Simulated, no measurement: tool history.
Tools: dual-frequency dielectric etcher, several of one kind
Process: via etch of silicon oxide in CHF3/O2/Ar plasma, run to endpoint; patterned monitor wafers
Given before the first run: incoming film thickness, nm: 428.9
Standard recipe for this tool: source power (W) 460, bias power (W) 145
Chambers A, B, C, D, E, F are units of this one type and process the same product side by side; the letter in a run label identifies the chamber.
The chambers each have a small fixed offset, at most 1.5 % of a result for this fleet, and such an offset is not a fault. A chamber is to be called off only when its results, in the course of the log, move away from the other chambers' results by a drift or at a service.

| run | day | source power (W) | bias power (W) | endpoint time (s) |
|---|---|---|---|---|
| 1D | 0.188 | 460 | 145 | 258.52 |
| 2F | 0.388 | 460 | 145 | 258.38 |
| 3C | 0.658 | 460 | 145 | 260.78 |
| 4A | 0.912 | 460 | 145 | 259.69 |
| 5B | 1.133 | 460 | 145 | 258.02 |
| 6E | 1.292 | 550 | 176 | 225.43 |
| 7A | 1.508 | 550 | 176 | 227.7 |
| 8D | 1.788 | 550 | 176 | 226.44 |
| 9F | 2.058 | 550 | 176 | 224.51 |
|  | 2.208 | chamber A: wet clean of the chamber |
| 10C | 2.258 | 550 | 176 | 228.4 |
| 11B | 2.475 | 550 | 176 | 227 |
| 12E | 2.75 | 460 | 145 | 258.82 |
| 13D | 2.933 | 460 | 145 | 258.58 |
| 14A | 3.229 | 460 | 145 | 262.09 |
|  | 3.467 | chamber F: bias power generator calibrated |
| 15F | 3.55 | 460 | 145 | 258.58 |
|  | 3.779 | chamber C: wet clean of the chamber |
| 16E | 3.825 | 460 | 145 | 259.26 |
| 17C | 4.05 | 460 | 145 | 260.53 |
| 18B | 4.212 | 460 | 145 | 257.39 |
| 19E | 4.392 | 460 | 159 | 251.48 |
| 20B | 4.638 | 460 | 159 | 247.87 |
| 21C | 4.912 | 460 | 159 | 251.66 |
| 22F | 5.233 | 460 | 159 | 250.35 |
|  | 5.404 | chamber B: wet clean of the chamber |
| 23D | 5.508 | 460 | 159 | 248.33 |
| 24A | 5.654 | 460 | 159 | 253.19 |
| 25F | 5.829 | 390 | 145 | 276.17 |
| 26C | 6.025 | 390 | 145 | 278.24 |
| 27D | 6.346 | 390 | 145 | 276.05 |
| 28A | 6.679 | 390 | 145 | 277.1 |
| 29B | 6.888 | 390 | 145 | 274.5 |
| 30E | 7.204 | 390 | 145 | 273.3 |
| 31D | 7.454 | 460 | 145 | 260.36 |
| 32C | 7.612 | 460 | 145 | 259.89 |
| 33E | 7.783 | 460 | 145 | 258.97 |
| 34B | 7.938 | 460 | 145 | 256.31 |
| 35F | 8.204 | 460 | 131 | 265.1 |
| 36A | 8.417 | 460 | 131 | 269.88 |
| 37D | 8.646 | 460 | 131 | 268.12 |

All chambers now run identical settings, listed one chamber a line with results as question marks. What results will each chamber show?
| 38A | 8.883 | 460 | 170 | ? |
| 38B | 8.883 | 460 | 170 | ? |
| 38C | 8.883 | 460 | 170 | ? |
| 38D | 8.883 | 460 | 170 | ? |
| 38E | 8.883 | 460 | 170 | ? |
| 38F | 8.883 | 460 | 170 | ? |

| run | endpoint time (s) |
|---|---|
| 38A | 247.04 |
| 38B | 244.75 |
| 38C | 243.97 |
| 38D | 244.31 |
| 38E | 248.51 |
| 38F | 244.94 |

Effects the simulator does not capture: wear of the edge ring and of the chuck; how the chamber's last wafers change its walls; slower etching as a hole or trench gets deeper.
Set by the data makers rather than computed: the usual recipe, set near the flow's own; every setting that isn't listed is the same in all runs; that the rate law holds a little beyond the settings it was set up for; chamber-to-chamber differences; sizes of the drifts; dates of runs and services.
